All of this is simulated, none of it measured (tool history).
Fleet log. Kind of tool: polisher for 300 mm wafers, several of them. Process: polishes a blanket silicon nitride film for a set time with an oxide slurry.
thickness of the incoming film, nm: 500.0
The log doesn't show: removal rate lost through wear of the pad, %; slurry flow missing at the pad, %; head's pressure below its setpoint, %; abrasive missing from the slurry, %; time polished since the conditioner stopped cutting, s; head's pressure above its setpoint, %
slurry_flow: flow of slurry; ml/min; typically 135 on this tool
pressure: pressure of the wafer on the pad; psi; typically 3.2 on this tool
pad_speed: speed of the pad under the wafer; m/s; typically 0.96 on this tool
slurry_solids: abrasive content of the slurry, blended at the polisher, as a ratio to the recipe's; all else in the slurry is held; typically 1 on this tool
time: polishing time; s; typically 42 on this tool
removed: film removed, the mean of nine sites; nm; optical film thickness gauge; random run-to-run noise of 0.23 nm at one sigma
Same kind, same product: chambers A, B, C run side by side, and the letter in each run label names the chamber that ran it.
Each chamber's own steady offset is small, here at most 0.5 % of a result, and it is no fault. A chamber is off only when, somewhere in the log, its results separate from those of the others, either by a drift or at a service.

run	hour	slurry_flow	pressure	pad_speed	slurry_solids	time	wafers polished on this pad	hours since the slurry nozzle was cleaned	hours since the head pressure was calibrated	hours since the slurry blender was calibrated	hours since the conditioning disc was replaced	removed
# hour 5.9: chamber C: conditioning disc replaced and pad reconditioned
1C	6.3	135	3.2	0.96	1	42	1159	217.3	289.2	225.7	0.4	19.939
# hour 7.7: chamber C: worn pad replaced by a new one
# hour 8.2: chamber A: worn pad replaced by a new one
2B	12.3	135	3.2	0.96	1	42	209	389.8	377.1	216.7	15.8	20.385
3A	21.3	135	3.2	0.96	1	42	100	23.3	319	211.6	50.1	20.579
4C	30.4	135	3.2	0.96	1	42	173	241.4	313.3	249.8	24.5	20.3
5B	38.5	135	3.2	0.96	1	42	409	416	403.3	242.9	42	20.317
# hour 41: chamber C: slurry blender recalibrated
6A	47.3	135	3.2	0.96	1	42	298	49.3	345	237.6	76.1	20.365
7A	54.6	135	3.2	0.96	1	42	354	56.6	352.3	244.9	83.4	20.682
8C	64.1	135	3.2	0.96	1	42	430	275.1	347	23.2	58.2	20.496
# hour 66: chamber B: slurry blender recalibrated
9B	73.2	135	3.2	0.96	1	42	674	450.7	438	7.2	76.7	20.181
# hour 76.1: chamber C: slurry nozzle cleaned
# hour 79: chamber B: worn pad replaced by a new one
10B	81	120	3.2	0.64	1	42	15	458.5	445.8	15	84.5	14.33
# hour 82.8: chamber A: head pressure recalibrated
11A	85.8	120	3.2	0.64	1	42	591	87.8	3	276.1	114.6	12.634
12C	95	120	3.2	0.64	1	42	665	19	377.9	54.1	89.1	14.49
13C	101	105	3.2	0.96	1	42	711	25	383.9	60.1	95.1	19.112
14B	111.6	105	3.2	0.96	1	42	248	489.1	476.4	45.6	115.1	19.209
15A	117	105	3.2	0.96	1	42	829	119	34.2	307.3	145.8	17.414
16B	124.1	135	3.2	0.96	1	42	343	501.6	488.9	58.1	127.6	20.267
17C	132.3	135	3.2	0.96	1	42	950	56.3	415.2	91.4	126.4	20.337
18A	141.5	135	3.2	0.96	1	42	1016	143.5	58.7	331.8	170.3	17.86
# hour 142.3: chamber B: head pressure recalibrated
19B	147.2	135	3.8	0.96	1	42	520	524.7	4.9	81.2	150.7	23.825
20C	154.5	135	3.8	0.96	1	42	1119	78.5	437.4	113.6	148.6	24.273
# hour 157.5: chamber A: worn pad replaced by a new one
21A	163.8	135	3.8	0.96	1	42	48	165.8	81	354.1	192.6	21.187
# hour 165.2: chamber A: slurry blender recalibrated
# hour 165.9: chamber C: worn pad replaced by a new one
# hour 171.3: chamber C: conditioning disc replaced and pad reconditioned
# hour 172.1: chamber B: worn pad replaced by a new one
22C	172.4	135	3.2	0.96	1	42	50	96.4	455.3	131.5	1.2	20.385
23A	179.5	135	3.2	0.96	1	42	168	181.5	96.7	14.4	208.3	17.843
24B	187.6	135	3.2	0.96	1	42	118	565.1	45.3	121.6	191.1	19.949
25A	197	135	3.2	0.96	1	42	301	199	114.2	31.9	225.8	17.715
26C	204.8	135	3.2	0.96	1	42	297	128.8	487.7	163.9	33.6	20.476

Has any chamber moved away from the others, gradually or after a service, or does the common gauge drift, or do the chambers differ only by their own small steady offsets? State the chamber and the most likely cause if one applies.

Chamber A has stood off from the others ever since a service on it.
Likeliest cause: head's pressure below its setpoint, % = 11.9.

Here are 4 candidates for chamber A's next run, each the usual settings with a change, their results left as question marks. Which one brings its results back in line with what the others give on the usual settings?
To be in line, a result may differ from the other chambers' mean on the usual settings by at most: removed 0.79 nm
27A-1	212.6	135	3.4	0.96	1	45						?
27A-2	212.6	140	3.2	0.96	1.05	50						?
27A-3	212.6	135	3	0.9	1	39						?
27A-4	212.6	135	3.1	0.92	1	40						?

The other chambers' mean on the usual settings: removed 20.352 nm
run	removed
27A-1	20.484
27A-2	22.032
27A-3	14.855
27A-4	16.029
27A-1 brings the chamber back in line.
